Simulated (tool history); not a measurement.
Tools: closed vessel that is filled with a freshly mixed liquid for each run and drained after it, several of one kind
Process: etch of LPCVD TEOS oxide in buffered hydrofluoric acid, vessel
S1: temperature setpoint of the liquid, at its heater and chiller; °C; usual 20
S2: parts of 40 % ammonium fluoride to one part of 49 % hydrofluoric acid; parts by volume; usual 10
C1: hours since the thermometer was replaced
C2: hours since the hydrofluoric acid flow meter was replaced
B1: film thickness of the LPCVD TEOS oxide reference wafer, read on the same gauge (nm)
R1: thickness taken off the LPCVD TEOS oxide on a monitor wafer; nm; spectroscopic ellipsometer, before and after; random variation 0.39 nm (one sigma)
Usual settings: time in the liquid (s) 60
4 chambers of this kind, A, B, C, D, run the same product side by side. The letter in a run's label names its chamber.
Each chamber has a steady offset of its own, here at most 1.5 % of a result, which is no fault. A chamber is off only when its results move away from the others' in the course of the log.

Run 1D, hour 6.6: usual settings; C1 1415.3; C2 296.4; B1 80.019. Result: R1 77.678 nm.
Run 2C, hour 15.3: usual settings; C1 1048.4; C2 1019.9; B1 79.994. Result: R1 78.384 nm.
Run 3A, hour 24.2: usual settings; C1 496.7; C2 643.8; B1 79.999. Result: R1 78.158 nm.
Run 4B, hour 34.6: usual settings; C1 1231.4; C2 1227.8; B1 80.014. Result: R1 77.59 nm.
Run 5C, hour 45.1: usual settings; C1 1078.2; C2 1049.7; B1 79.979. Result: R1 78.169 nm.
Run 6A, hour 54: usual settings; C1 526.5; C2 673.6; B1 79.988. Result: R1 77.256 nm.
Run 7D, hour 64: usual settings; C1 1472.7; C2 353.8; B1 79.992. Result: R1 78.047 nm.
Run 8B, hour 75.8: usual settings; C1 1272.6; C2 1269; B1 80.03. Result: R1 77.203 nm.
Run 9B, hour 83.5: usual settings; C1 1280.3; C2 1276.7; B1 79.987. Result: R1 77.337 nm.
Run 10A, hour 94: usual settings; C1 566.5; C2 713.6; B1 80.019. Result: R1 77.956 nm.
Run 11C, hour 103.3: usual settings but S1 17 °C, time in the liquid (s) 30; C1 1136.4; C2 1107.9; B1 80.045. Result: R1 32.765 nm.
Run 12D, hour 113.5: usual settings but S1 17 °C, time in the liquid (s) 30; C1 1522.2; C2 403.3; B1 79.969. Result: R1 33.175 nm.
Run 13A, hour 120: usual settings but S1 17 °C, time in the liquid (s) 30; C1 592.5; C2 739.6; B1 80.031. Result: R1 32.823 nm.
Run 14C, hour 129.2: usual settings but S1 17 °C, time in the liquid (s) 30; C1 1162.3; C2 1133.8; B1 79.954. Result: R1 32.932 nm.
Run 15B, hour 134.4: usual settings; C1 1331.2; C2 1327.6; B1 79.984. Result: R1 78.35 nm.
Run 16D, hour 145.6: usual settings but time in the liquid (s) 90; C1 1554.3; C2 435.4; B1 79.945. Result: R1 116.75 nm.
Run 17B, hour 155.1: usual settings but time in the liquid (s) 90; C1 1351.9; C2 1348.3; B1 79.973. Result: R1 116.53 nm.
Run 18A, hour 161.8: usual settings but time in the liquid (s) 90; C1 634.3; C2 781.4; B1 80.001. Result: R1 117.7 nm.
Run 19C, hour 171.2: usual settings but time in the liquid (s) 90; C1 1204.3; C2 1175.8; B1 80.004. Result: R1 116.46 nm.
Run 20D, hour 177.8: usual settings; C1 1586.5; C2 467.6; B1 80.043. Result: R1 77.538 nm.
Run 21A, hour 185.2: usual settings; C1 657.7; C2 804.8; B1 80.023. Result: R1 77.567 nm.
Run 22C, hour 196.2: usual settings; C1 1229.3; C2 1200.8; B1 80.025. Result: R1 77.751 nm.
Run 23D, hour 202.7: usual settings; C1 1611.4; C2 492.5; B1 80.044. Result: R1 75.656 nm.
Run 24B, hour 212.8: usual settings; C1 1409.6; C2 1406; B1 79.996. Result: R1 78.027 nm.
Run 25C, hour 218.5: usual settings; C1 1251.6; C2 1223.1; B1 80.015. Result: R1 77.246 nm.
Run 26A, hour 226.4: usual settings; C1 698.9; C2 846; B1 80.031. Result: R1 78.225 nm.
Run 27B, hour 237.3: usual settings but S1 18 °C, time in the liquid (s) 40; C1 1434.1; C2 1430.5; B1 79.994. Result: R1 46.536 nm.
Run 28D, hour 248: usual settings but S1 18 °C, time in the liquid (s) 40; C1 1656.7; C2 537.8; B1 79.983. Result: R1 45.146 nm.
Run 29A, hour 255.2: usual settings but S1 18 °C, time in the liquid (s) 40; C1 727.7; C2 874.8; B1 80.007. Result: R1 46.249 nm.
Run 30B, hour 266.9: usual settings but S1 18 °C, time in the liquid (s) 40; C1 1463.7; C2 1460.1; B1 79.968. Result: R1 45.993 nm.
Run 31D, hour 273.5: usual settings but S2 6.5 parts by volume; C1 1682.2; C2 563.3; B1 79.99. Result: R1 111.79 nm.
Run 32C, hour 281.6: usual settings but S2 6.5 parts by volume; C1 1314.7; C2 1286.2; B1 80.004. Result: R1 115.8 nm.
Run 33A, hour 289.7: usual settings but S2 6.5 parts by volume; C1 762.2; C2 909.3; B1 80.021. Result: R1 116 nm.
At hour 299.1: chamber C: thermometer replaced.
Run 34B, hour 300: usual settings but S2 6.5 parts by volume; C1 1496.8; C2 1493.2; B1 80.013. Result: R1 115.05 nm.
Run 35C, hour 305.6: usual settings but S1 17 °C; C1 6.6; C2 1310.2; B1 79.971. Result: R1 65.666 nm.
Run 36D, hour 316.5: usual settings but S1 17 °C; C1 1725.2; C2 606.3; B1 79.962. Result: R1 61.93 nm.
Run 37B, hour 324.2: usual settings but S1 17 °C; C1 1521; C2 1517.4; B1 79.979. Result: R1 65.116 nm.
Run 38C, hour 330.9: usual settings but S1 17 °C; C1 31.9; C2 1335.5; B1 79.97. Result: R1 65.721 nm.
Run 39D, hour 337.2: usual settings; C1 1745.9; C2 627; B1 80.01. Result: R1 73.835 nm.
Run 40A, hour 343: usual settings; C1 815.5; C2 962.6; B1 79.991. Result: R1 78.771 nm.
Run 41C, hour 351: usual settings; C1 52; C2 1355.6; B1 80.042. Result: R1 77.846 nm.
Run 42B, hour 361: usual settings; C1 1557.8; C2 1554.2; B1 80.039. Result: R1 78.325 nm.

Is one chamber off against the others, does the gauge drift, or is nothing wrong? If a chamber is off, say which, and what the likeliest cause is.

Chamber D drifts away from the others.
Cause: liquid colder than its thermometer reads (K) = 1.19.
The log may not tell that from: hydrofluoric acid flow below the setpoint (%).

Here are 4 candidates for chamber D's next run, each the usual settings with a change, their results left as question marks. Which one brings its results back in line with what the others give on the usual settings?
In line means no further than this from the other chambers' mean on the usual settings: R1 1.4 nm
Run 43D-1, hour 369.5: usual settings but S2 10.5 parts by volume, time in the liquid (s) 55. Result: R1 ?.
Run 43D-2, hour 369.5: usual settings but S2 8.5 parts by volume. Result: R1 ?.
Run 43D-3, hour 369.5: usual settings but S1 19 °C. Result: R1 ?.
Run 43D-4, hour 369.5: usual settings but S2 9 parts by volume. Result: R1 ?.

The other chambers' mean on the usual settings: R1 77.875 nm
  run      R1
43D-1   63.94
43D-2   82.87
43D-3  69.108
43D-4  78.026
43D-4 brings the chamber back in line.

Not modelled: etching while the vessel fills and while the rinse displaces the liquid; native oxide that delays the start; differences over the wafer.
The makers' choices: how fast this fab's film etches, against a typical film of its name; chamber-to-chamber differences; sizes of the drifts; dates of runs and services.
